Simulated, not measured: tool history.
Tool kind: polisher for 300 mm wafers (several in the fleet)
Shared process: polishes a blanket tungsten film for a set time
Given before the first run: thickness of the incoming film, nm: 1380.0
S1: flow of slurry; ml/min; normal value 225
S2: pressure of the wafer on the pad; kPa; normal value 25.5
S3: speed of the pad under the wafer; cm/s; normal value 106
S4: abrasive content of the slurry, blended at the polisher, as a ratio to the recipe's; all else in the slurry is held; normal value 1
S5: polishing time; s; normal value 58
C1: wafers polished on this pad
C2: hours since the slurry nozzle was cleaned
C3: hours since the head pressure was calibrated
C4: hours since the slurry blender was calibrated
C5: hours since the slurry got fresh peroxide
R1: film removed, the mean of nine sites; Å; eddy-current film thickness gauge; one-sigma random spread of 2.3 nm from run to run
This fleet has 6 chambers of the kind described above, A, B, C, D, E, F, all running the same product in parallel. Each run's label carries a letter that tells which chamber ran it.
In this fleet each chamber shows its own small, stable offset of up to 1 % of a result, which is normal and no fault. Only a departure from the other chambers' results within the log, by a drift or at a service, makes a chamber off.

{"run": "1D", "hour": 8.7, "S1": 225, "S2": 25.5, "S3": 106, "S4": 1, "S5": 58, "C1": 567, "C2": 397.6, "C3": 453.5, "C4": 19.1, "C5": 12.9, "R1": 2747.8}
{"hour": 13.6, "done": "chamber D: worn pad replaced by a new one"}
{"run": "2B", "hour": 17.3, "S1": 225, "S2": 25.5, "S3": 106, "S4": 1, "S5": 58, "C1": 1030, "C2": 132.5, "C3": 276.9, "C4": 229.3, "C5": 62.2, "R1": 2672.7}
{"hour": 19.9, "done": "chamber E: worn pad replaced by a new one"}
{"hour": 19.9, "done": "chamber B: slurry blender recalibrated"}
{"hour": 20.4, "done": "chamber A: slurry tank refilled with fresh slurry and peroxide"}
{"hour": 22.4, "done": "chamber B: slurry tank refilled with fresh slurry and peroxide"}
{"run": "3E", "hour": 23.8, "S1": 225, "S2": 25.5, "S3": 106, "S4": 1, "S5": 58, "C1": 39, "C2": 434.9, "C3": 293.8, "C4": 79.3, "C5": 61.7, "R1": 2743.4}
{"run": "4A", "hour": 33.8, "S1": 225, "S2": 25.5, "S3": 106, "S4": 1, "S5": 58, "C1": 749, "C2": 322.7, "C3": 399.3, "C4": 160.7, "C5": 13.4, "R1": 2718}
{"hour": 39.7, "done": "chamber B: worn pad replaced by a new one"}
{"hour": 41.1, "done": "chamber F: worn pad replaced by a new one"}
{"run": "5C", "hour": 44.4, "S1": 225, "S2": 25.5, "S3": 106, "S4": 1, "S5": 58, "C1": 500, "C2": 180.7, "C3": 333.4, "C4": 76.8, "C5": 171.3, "R1": 2726}
{"hour": 44.7, "done": "chamber C: slurry tank refilled with fresh slurry and peroxide"}
{"run": "6F", "hour": 50.9, "S1": 225, "S2": 25.5, "S3": 106, "S4": 1, "S5": 76, "C1": 97, "C2": 287.9, "C3": 717.5, "C4": 93.5, "C5": 81.8, "R1": 3597.5}
{"hour": 51.5, "done": "chamber A: worn pad replaced by a new one"}
{"hour": 53.7, "done": "chamber C: worn pad replaced by a new one"}
{"run": "7D", "hour": 56.0, "S1": 225, "S2": 25.5, "S3": 106, "S4": 1, "S5": 76, "C1": 422, "C2": 444.9, "C3": 500.8, "C4": 66.4, "C5": 60.2, "R1": 3565.8}
{"hour": 58.1, "done": "chamber E: slurry nozzle cleaned"}
{"hour": 63.4, "done": "chamber D: slurry tank refilled with fresh slurry and peroxide"}
{"run": "8A", "hour": 65.0, "S1": 225, "S2": 25.5, "S3": 106, "S4": 1, "S5": 76, "C1": 134, "C2": 353.9, "C3": 430.5, "C4": 191.9, "C5": 44.6, "R1": 3524.4}
{"run": "9C", "hour": 71.9, "S1": 225, "S2": 25.5, "S3": 106, "S4": 1, "S5": 76, "C1": 181, "C2": 208.2, "C3": 360.9, "C4": 104.3, "C5": 27.2, "R1": 3577.4}
{"hour": 79.2, "done": "chamber D: worn pad replaced by a new one"}
{"run": "10B", "hour": 82.2, "S1": 225, "S2": 25.5, "S3": 106, "S4": 1, "S5": 76, "C1": 422, "C2": 197.4, "C3": 341.8, "C4": 62.3, "C5": 59.8, "R1": 3567.7}
{"hour": 84.5, "done": "chamber B: slurry tank refilled with fresh slurry and peroxide"}
{"run": "11E", "hour": 88.4, "S1": 225, "S2": 25.5, "S3": 106, "S4": 1, "S5": 76, "C1": 681, "C2": 30.4, "C3": 358.4, "C4": 143.9, "C5": 126.3, "R1": 3549.1}
{"run": "12F", "hour": 95.9, "S1": 225, "S2": 25.5, "S3": 106, "S4": 0.9, "S5": 58, "C1": 544, "C2": 332.9, "C3": 762.5, "C4": 138.5, "C5": 126.8, "R1": 2618.5}
{"run": "13F", "hour": 102.0, "S1": 225, "S2": 25.5, "S3": 106, "S4": 0.9, "S5": 58, "C1": 605, "C2": 339, "C3": 768.6, "C4": 144.6, "C5": 132.9, "R1": 2617.8}
{"run": "14D", "hour": 109.3, "S1": 225, "S2": 25.5, "S3": 106, "S4": 0.9, "S5": 58, "C1": 299, "C2": 498.2, "C3": 554.1, "C4": 119.7, "C5": 46, "R1": 2677.4}
{"hour": 114.7, "done": "chamber F: worn pad replaced by a new one"}
{"hour": 118.2, "done": "chamber E: worn pad replaced by a new one"}
{"run": "15E", "hour": 120.2, "S1": 225, "S2": 25.5, "S3": 106, "S4": 0.9, "S5": 58, "C1": 20, "C2": 62.2, "C3": 390.2, "C4": 175.7, "C5": 158.1, "R1": 2616}
{"hour": 121.2, "done": "chamber D: slurry blender recalibrated"}
{"hour": 124.9, "done": "chamber C: worn pad replaced by a new one"}
{"hour": 128.5, "done": "chamber E: slurry tank refilled with fresh slurry and peroxide"}
{"run": "16A", "hour": 131.0, "S1": 225, "S2": 25.5, "S3": 106, "S4": 0.9, "S5": 58, "C1": 790, "C2": 419.9, "C3": 496.5, "C4": 257.9, "C5": 110.6, "R1": 2682.7}
{"hour": 131.2, "done": "chamber D: slurry tank refilled with fresh slurry and peroxide"}
{"hour": 132.3, "done": "chamber D: worn pad replaced by a new one"}
{"hour": 133.6, "done": "chamber A: worn pad replaced by a new one"}
{"hour": 137.1, "done": "chamber A: slurry tank refilled with fresh slurry and peroxide"}
{"hour": 141.4, "done": "chamber B: slurry nozzle cleaned"}
{"hour": 141.4, "done": "chamber A: slurry nozzle cleaned"}
{"run": "17B", "hour": 142.2, "S1": 225, "S2": 25.5, "S3": 106, "S4": 0.9, "S5": 58, "C1": 1018, "C2": 0.8, "C3": 401.8, "C4": 122.3, "C5": 57.8, "R1": 2660.7}
{"hour": 142.4, "done": "chamber B: slurry tank refilled with fresh slurry and peroxide"}
{"hour": 143.5, "done": "chamber F: slurry blender recalibrated"}
{"run": "18C", "hour": 147.3, "S1": 225, "S2": 25.5, "S3": 106, "S4": 1, "S5": 58, "C1": 222, "C2": 283.6, "C3": 436.3, "C4": 179.7, "C5": 102.6, "R1": 2754.1}
{"run": "19F", "hour": 158.0, "S1": 225, "S2": 25.5, "S3": 106, "S4": 1, "S5": 58, "C1": 430, "C2": 395, "C3": 824.6, "C4": 14.6, "C5": 188.9, "R1": 2678}
{"hour": 158.6, "done": "chamber C: head pressure recalibrated"}
{"run": "20C", "hour": 164.3, "S1": 225, "S2": 25.5, "S3": 106, "S4": 1, "S5": 58, "C1": 391, "C2": 300.6, "C3": 5.8, "C4": 196.7, "C5": 119.6, "R1": 2579.5}
{"hour": 169.3, "done": "chamber F: slurry tank refilled with fresh slurry and peroxide"}
{"run": "21B", "hour": 172.2, "S1": 225, "S2": 25.5, "S3": 106, "S4": 1, "S5": 58, "C1": 1316, "C2": 30.8, "C3": 431.8, "C4": 152.3, "C5": 29.8, "R1": 2666.6}
{"hour": 180.9, "done": "chamber B: worn pad replaced by a new one"}
{"hour": 181.5, "done": "chamber C: worn pad replaced by a new one"}
{"hour": 182.5, "done": "chamber C: slurry tank refilled with fresh slurry and peroxide"}
{"run": "22E", "hour": 183.1, "S1": 225, "S2": 25.5, "S3": 106, "S4": 1, "S5": 58, "C1": 645, "C2": 125.1, "C3": 453.1, "C4": 238.6, "C5": 54.7, "R1": 2689.9}
{"hour": 184.6, "done": "chamber D: worn pad replaced by a new one"}
{"run": "23D", "hour": 192.4, "S1": 225, "S2": 25.5, "S3": 106, "S4": 1, "S5": 58, "C1": 78, "C2": 581.3, "C3": 637.2, "C4": 71.2, "C5": 61.3, "R1": 2728.8}
{"hour": 192.6, "done": "chamber E: slurry blender recalibrated"}
{"hour": 195.3, "done": "chamber D: slurry tank refilled with fresh slurry and peroxide"}
{"hour": 198.9, "done": "chamber F: worn pad replaced by a new one"}
{"run": "24A", "hour": 203.1, "S1": 225, "S2": 25.5, "S3": 106, "S4": 1, "S5": 58, "C1": 691, "C2": 61.8, "C3": 568.6, "C4": 330, "C5": 66.1, "R1": 2721.1}
{"hour": 206.5, "done": "chamber B: slurry tank refilled with fresh slurry and peroxide"}
{"run": "25C", "hour": 210.5, "S1": 225, "S2": 25.5, "S3": 106, "S4": 1, "S5": 58, "C1": 288, "C2": 346.8, "C3": 52, "C4": 242.9, "C5": 28, "R1": 2634.3}
{"run": "26A", "hour": 215.8, "S1": 225, "S2": 25.5, "S3": 106, "S4": 1, "S5": 58, "C1": 817, "C2": 74.5, "C3": 581.3, "C4": 342.7, "C5": 78.8, "R1": 2715.2}
{"hour": 219.4, "done": "chamber E: worn pad replaced by a new one"}
{"run": "27D", "hour": 221.4, "S1": 225, "S2": 25.5, "S3": 106, "S4": 1, "S5": 58, "C1": 366, "C2": 610.3, "C3": 666.2, "C4": 100.2, "C5": 26.2, "R1": 2741}
{"hour": 227.2, "done": "chamber A: worn pad replaced by a new one"}
{"run": "28F", "hour": 232.1, "S1": 225, "S2": 25.5, "S3": 106, "S4": 1, "S5": 58, "C1": 330, "C2": 469.1, "C3": 898.7, "C4": 88.7, "C5": 62.8, "R1": 2715.9}
{"hour": 235.7, "done": "chamber D: worn pad replaced by a new one"}
{"hour": 239.6, "done": "chamber C: worn pad replaced by a new one"}
{"run": "29B", "hour": 239.9, "S1": 225, "S2": 25.5, "S3": 106, "S4": 1, "S5": 58, "C1": 586, "C2": 98.5, "C3": 499.5, "C4": 220, "C5": 33.4, "R1": 2741.1}
{"hour": 246.1, "done": "chamber D: slurry tank refilled with fresh slurry and peroxide"}
{"hour": 246.5, "done": "chamber A: slurry tank refilled with fresh slurry and peroxide"}
{"run": "30E", "hour": 248.5, "S1": 225, "S2": 25.5, "S3": 106, "S4": 1, "S5": 58, "C1": 290, "C2": 190.5, "C3": 518.5, "C4": 55.9, "C5": 120.1, "R1": 2709.4}
{"hour": 254.3, "done": "chamber C: slurry blender recalibrated"}
{"run": "31E", "hour": 255.6, "S1": 225, "S2": 25.5, "S3": 106, "S4": 1, "S5": 58, "C1": 360, "C2": 197.6, "C3": 525.6, "C4": 63, "C5": 127.2, "R1": 2795.2}
{"hour": 259.6, "done": "chamber B: slurry tank refilled with fresh slurry and peroxide"}
{"run": "32F", "hour": 262.3, "S1": 225, "S2": 25.5, "S3": 106, "S4": 1, "S5": 58, "C1": 630, "C2": 499.3, "C3": 928.9, "C4": 118.9, "C5": 93, "R1": 2683.2}
{"hour": 268.6, "done": "chamber B: slurry blender recalibrated"}
{"hour": 270.1, "done": "chamber D: slurry blender recalibrated"}
{"run": "33A", "hour": 270.9, "S1": 225, "S2": 25.5, "S3": 106, "S4": 1, "S5": 58, "C1": 435, "C2": 129.6, "C3": 636.4, "C4": 397.8, "C5": 24.5, "R1": 2720.2}
{"run": "34D", "hour": 281.1, "S1": 225, "S2": 25.5, "S3": 106, "S4": 1, "S5": 58, "C1": 451, "C2": 670, "C3": 725.9, "C4": 11, "C5": 35.1, "R1": 2774.2}
{"run": "35B", "hour": 292.1, "S1": 225, "S2": 25.5, "S3": 106, "S4": 1, "S5": 58, "C1": 1105, "C2": 150.7, "C3": 551.7, "C4": 23.5, "C5": 32.5, "R1": 2711.8}
{"run": "36C", "hour": 298.0, "S1": 225, "S2": 25.5, "S3": 106, "S4": 1, "S5": 58, "C1": 580, "C2": 434.3, "C3": 139.5, "C4": 43.7, "C5": 115.5, "R1": 2568.7}

Decide between three cases: one chamber stands off from its peers, the gauge reading all wafers drifts, or nothing is wrong past each chamber's small offset. Where a chamber is off, say which and what most likely put it there.

A service on chamber C put it out of line with the rest.
What lies behind it: head's pressure below its setpoint, % = 5.16.

Here are 4 candidates for chamber C's next run, each the usual settings with a change, their results left as question marks. Which one brings its results back in line with what the others give on the usual settings?
In-line tolerance around the mean of the other chambers on the usual settings: R1 81 Å
{"run": "37C-1", "hour": 306.1, "S1": 225, "S2": 25.5, "S3": 102, "S4": 1, "S5": 58, "R1": "?"}
{"run": "37C-2", "hour": 306.1, "S1": 225, "S2": 26.9, "S3": 106, "S4": 1, "S5": 61, "R1": "?"}
{"run": "37C-3", "hour": 306.1, "S1": 225, "S2": 24.8, "S3": 102, "S4": 1, "S5": 56, "R1": "?"}
{"run": "37C-4", "hour": 306.1, "S1": 225, "S2": 26.2, "S3": 108, "S4": 1, "S5": 58, "R1": "?"}

Other chambers, usual settings, mean: R1 2720.1 Å
run=37C-1 R1=2496.8
run=37C-2 R1=2879.2
run=37C-3 R1=2345.1
run=37C-4 R1=2718
With 37C-4, the chamber falls back in line with the rest.

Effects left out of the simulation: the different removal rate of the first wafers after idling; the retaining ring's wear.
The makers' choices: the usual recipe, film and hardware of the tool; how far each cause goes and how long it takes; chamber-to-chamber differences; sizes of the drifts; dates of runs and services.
